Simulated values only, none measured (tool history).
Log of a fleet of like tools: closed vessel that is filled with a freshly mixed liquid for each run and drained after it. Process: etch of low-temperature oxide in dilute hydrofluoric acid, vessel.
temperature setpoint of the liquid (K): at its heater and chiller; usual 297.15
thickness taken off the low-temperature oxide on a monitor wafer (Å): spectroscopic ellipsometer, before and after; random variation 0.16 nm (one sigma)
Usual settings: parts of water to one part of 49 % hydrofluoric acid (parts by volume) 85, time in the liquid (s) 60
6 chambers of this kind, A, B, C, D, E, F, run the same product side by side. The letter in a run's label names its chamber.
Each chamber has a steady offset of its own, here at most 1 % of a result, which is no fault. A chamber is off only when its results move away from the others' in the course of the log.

| run | hour | temperature setpoint of the liquid (K) | parts of water to one part of 49 % hydrofluoric acid (parts by volume) | time in the liquid (s) | read-back film thickness of the low-temperature oxide reference wafer, read on the same gauge (nm) | thickness taken off the low-temperature oxide on a monitor wafer (Å) |
|---|---|---|---|---|---|---|
| 1D | 5.2 | 297.15 | 85 | 60 | 69.991 | 245.52 |
| 2F | 13.8 | 297.15 | 85 | 60 | 70.008 | 250.03 |
| 3A | 20.3 | 297.15 | 85 | 60 | 70.005 | 246.73 |
| 4B | 26.6 | 297.15 | 85 | 60 | 69.991 | 248.24 |
| 5C | 35 | 297.15 | 85 | 60 | 69.993 | 245.78 |
| 6E | 40 | 297.15 | 85 | 60 | 69.972 | 247.97 |
| 7D | 47 | 297.15 | 85 | 60 | 70.043 | 248.2 |
| 8C | 53 | 297.15 | 85 | 60 | 69.983 | 246.14 |
| 9F | 59.8 | 297.15 | 85 | 60 | 69.984 | 245.66 |
| 10E | 65.2 | 297.15 | 85 | 60 | 70.037 | 243.8 |
| 11B | 74.3 | 301.65 | 75 | 60 | 70.041 | 332.86 |
| 12A | 83.4 | 301.65 | 75 | 60 | 69.988 | 336.08 |
| 13C | 88.9 | 301.65 | 75 | 60 | 69.977 | 336.77 |
| 14A | 95.6 | 301.65 | 75 | 60 | 70.014 | 334.84 |
| 15D | 101.4 | 301.65 | 75 | 60 | 69.971 | 338.92 |
| 16B | 108.9 | 301.65 | 75 | 60 | 70.024 | 329.09 |
| 17F | 116.7 | 297.15 | 85 | 60 | 70.015 | 245.39 |
| 18E | 122.5 | 297.15 | 85 | 60 | 69.987 | 246.13 |
| 19C | 126.8 | 297.15 | 85 | 60 | 70.035 | 246.31 |
| 20E | 134.4 | 297.15 | 85 | 60 | 70.002 | 245.36 |
| 21D | 143 | 297.15 | 85 | 60 | 70.013 | 250.74 |
| 22F | 148.8 | 297.15 | 85 | 60 | 70.033 | 245.91 |
| 23B | 153.8 | 297.15 | 85 | 60 | 70.028 | 233.33 |
| 24A | 162.5 | 297.15 | 85 | 60 | 69.987 | 246.71 |
| 25B | 169 | 297.15 | 85 | 60 | 70.031 | 234.73 |
| 26F | 176.3 | 297.15 | 85 | 60 | 70.016 | 247.57 |
|  | 185 | chamber F: hydrofluoric acid flow meter replaced |
| 27D | 185.6 | 297.15 | 65 | 60 | 70.031 | 334.15 |
| 28E | 190.1 | 297.15 | 65 | 60 | 70.005 | 332.09 |
| 29A | 198.4 | 297.15 | 65 | 60 | 70.034 | 327.15 |
| 30C | 202.5 | 297.15 | 65 | 60 | 69.993 | 333.34 |
| 31C | 209.9 | 297.15 | 65 | 60 | 70.026 | 333.23 |
| 32B | 216.2 | 297.15 | 65 | 60 | 69.998 | 305.68 |
| 33D | 223.4 | 297.15 | 85 | 60 | 70.023 | 246.1 |
| 34F | 232.4 | 297.15 | 120 | 60 | 69.988 | 165.84 |
| 35E | 238.1 | 297.15 | 120 | 60 | 69.981 | 167.09 |
| 36A | 246.8 | 297.15 | 120 | 60 | 69.988 | 167.68 |
| 37A | 254.3 | 297.15 | 120 | 60 | 70.009 | 167.98 |
| 38F | 259.6 | 297.15 | 120 | 60 | 70.027 | 167.7 |
| 39B | 267.4 | 297.15 | 120 | 60 | 70.01 | 153.78 |
| 40D | 272.9 | 297.15 | 85 | 60 | 69.963 | 246.01 |

All 6 chambers run these settings next. Forecast each chamber's results:
| 41A | 279.6 | 297.15 | 85 | 60 |  | ? |
| 41B | 279.6 | 297.15 | 85 | 60 |  | ? |
| 41C | 279.6 | 297.15 | 85 | 60 |  | ? |
| 41D | 279.6 | 297.15 | 85 | 60 |  | ? |
| 41E | 279.6 | 297.15 | 85 | 60 |  | ? |
| 41F | 279.6 | 297.15 | 85 | 60 |  | ? |

| run | thickness taken off the low-temperature oxide on a monitor wafer (Å) |
|---|---|
| 41A | 245.88 |
| 41B | 225.61 |
| 41C | 245 |
| 41D | 251.44 |
| 41E | 248.61 |
| 41F | 247.17 |
